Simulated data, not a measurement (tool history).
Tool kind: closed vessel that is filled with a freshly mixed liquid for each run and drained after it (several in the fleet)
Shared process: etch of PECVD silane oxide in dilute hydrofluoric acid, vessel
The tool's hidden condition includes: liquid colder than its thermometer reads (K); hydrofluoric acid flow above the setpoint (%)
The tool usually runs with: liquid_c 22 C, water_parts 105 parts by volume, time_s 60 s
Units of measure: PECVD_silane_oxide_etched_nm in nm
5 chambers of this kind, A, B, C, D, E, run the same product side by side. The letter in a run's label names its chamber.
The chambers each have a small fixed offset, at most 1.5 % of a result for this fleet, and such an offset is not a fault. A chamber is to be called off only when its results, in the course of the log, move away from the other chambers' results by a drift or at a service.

run   hour  liquid_c  water_parts  time_s  hours since the thermometer was replaced  hours since the hydrofluoric acid flow meter was replaced  read-back film thickness of the PECVD silane oxide reference wafer, read on the same gauge (nm)  PECVD_silane_oxide_etched_nm
 1B    5.3        22          105      60                                     695.7                                                       88.5                                                                                           150.02                        25.993
 2C   15.9        22          105      60                                    1071.2                                                      586.1                                                                                           150.00                        25.584
      20.5  -- chamber C: thermometer replaced
 3E   21.2        22          105      60                                     858.9                                                      979.3                                                                                           149.98                        26.039
 4A   28.7        22          105      60                                     225.9                                                      549.3                                                                                           150.00                        26.262
 5D   34.7        22          105      60                                    1363.3                                                      953.9                                                                                           150.02                        26.548
 6C   41.0        22          105      60                                      20.6                                                      611.2                                                                                           150.00                        25.773
 7A   47.3        22          105      60                                     244.5                                                      567.9                                                                                           149.98                        25.930
 8B   55.4        22          105      60                                     745.8                                                      138.6                                                                                           150.01                        26.109
 9D   60.2        22          105      60                                    1388.8                                                      979.4                                                                                           149.99                        26.468
10E   68.3        22          105      60                                     906.0                                                     1026.4                                                                                           150.00                        25.658
11B   77.0        22          105      60                                     767.4                                                      160.2                                                                                           150.00                        26.340
12E   84.0        22          105      60                                     921.7                                                     1042.1                                                                                           149.99                        26.059
13C   94.5        22          105      60                                      74.1                                                      664.7                                                                                           150.01                        26.310
14A  104.2        22          105      60                                     301.4                                                      624.8                                                                                           150.01                        26.245
15D  111.6        22          105      60                                    1440.2                                                     1030.8                                                                                           150.01                        26.213
16B  119.0        22          105      60                                     809.4                                                      202.2                                                                                           150.01                        26.071
17C  128.7        22          105      60                                     108.3                                                      698.9                                                                                           150.00                        25.906
18A  135.2        22          105      60                                     332.4                                                      655.8                                                                                           149.97                        25.739
19D  145.2        22          105      60                                    1473.8                                                     1064.4                                                                                           149.99                        26.429
20E  154.8        22          105      60                                     992.5                                                     1112.9                                                                                           149.98                        26.072
21A  159.7        22          105      60                                     356.9                                                      680.3                                                                                           150.02                        26.320
22C  167.7        22          105      60                                     147.3                                                      737.9                                                                                           150.01                        26.808
23E  174.4        22          105      60                                    1012.1                                                     1132.5                                                                                           149.99                        25.700
24B  179.5        22          105      60                                     869.9                                                      262.7                                                                                           149.99                        26.268
25D  185.6        22          105      60                                    1514.2                                                     1104.8                                                                                           149.99                        26.649
26D  192.4        22          105      60                                    1521.0                                                     1111.6                                                                                           149.99                        26.558
27B  201.7        22          105      60                                     892.1                                                      284.9                                                                                           150.00                        25.974
28A  207.5        22          105      60                                     404.7                                                      728.1                                                                                           150.01                        25.959
29C  215.2        22           70      85                                     194.8                                                      785.4                                                                                           149.99                        60.078
30E  225.4        22           70      85                                    1063.1                                                     1183.5                                                                                           150.01                        58.472
31B  230.5        22           70      85                                     920.9                                                      313.7                                                                                           149.99                        57.811
32A  237.5        22           70      85                                     434.7                                                      758.1                                                                                           149.99                        57.428
33D  243.1        22           70      85                                    1571.7                                                     1162.3                                                                                           150.01                        59.361
34E  249.1        22          105      30                                    1086.8                                                     1207.2                                                                                           150.00                        13.094
35C  255.4        22          105      30                                     235.0                                                      825.6                                                                                           149.99                        14.146
36D  263.6        22          105      30                                    1592.2                                                     1182.8                                                                                           150.01                        13.257
37C  273.9        22          105      30                                     253.5                                                      844.1                                                                                           150.00                        14.133
38A  278.9        22          105      30                                     476.1                                                      799.5                                                                                           149.99                        12.974
39E  286.8        22          105      60                                    1124.5                                                     1244.9                                                                                           150.00                        25.917
40B  293.8        22           60      60                                     984.2                                                      377.0                                                                                           150.00                        47.927
41D  299.4        22           60      60                                    1628.0                                                     1218.6                                                                                           149.99                        48.894
42E  306.8        22           60      60                                    1144.5                                                     1264.9                                                                                           150.02                        48.197

One chamber off, gauge drift, or nothing amiss beyond the chambers' own small offsets? If it is a chamber, which one, and what is the likeliest cause?

One chamber, C, drifts off from the rest bit by bit.
Most likely cause: hydrofluoric acid flow above the setpoint (%) = 11.2.
The log may not separate it from: liquid hotter than its thermometer reads (K).

Below are 4 candidate recipes for chamber C's next run, each the usual settings with a change, their results shown as question marks. Which of them brings C's results back in line with what the other chambers give on the usual settings?
Counts as in line when no further than this from what the other chambers average on the usual settings: PECVD_silane_oxide_etched_nm 0.800 nm
43C-1  314.6      21.5          105      55                                                                                                                                                                                                                                   ?
43C-2  314.6      17.5          105      60                                                                                                                                                                                                                                   ?
43C-3  314.6      22.0           95      60                                                                                                                                                                                                                                   ?
43C-4  314.6      26.5          105      60                                                                                                                                                                                                                                   ?

Mean of the other chambers on the usual settings: PECVD_silane_oxide_etched_nm 26.135 nm
  run  PECVD_silane_oxide_etched_nm
43C-1                        26.206
43C-2                        24.286
43C-3                        32.533
43C-4                        34.773
43C-1 brings the chamber back in line.

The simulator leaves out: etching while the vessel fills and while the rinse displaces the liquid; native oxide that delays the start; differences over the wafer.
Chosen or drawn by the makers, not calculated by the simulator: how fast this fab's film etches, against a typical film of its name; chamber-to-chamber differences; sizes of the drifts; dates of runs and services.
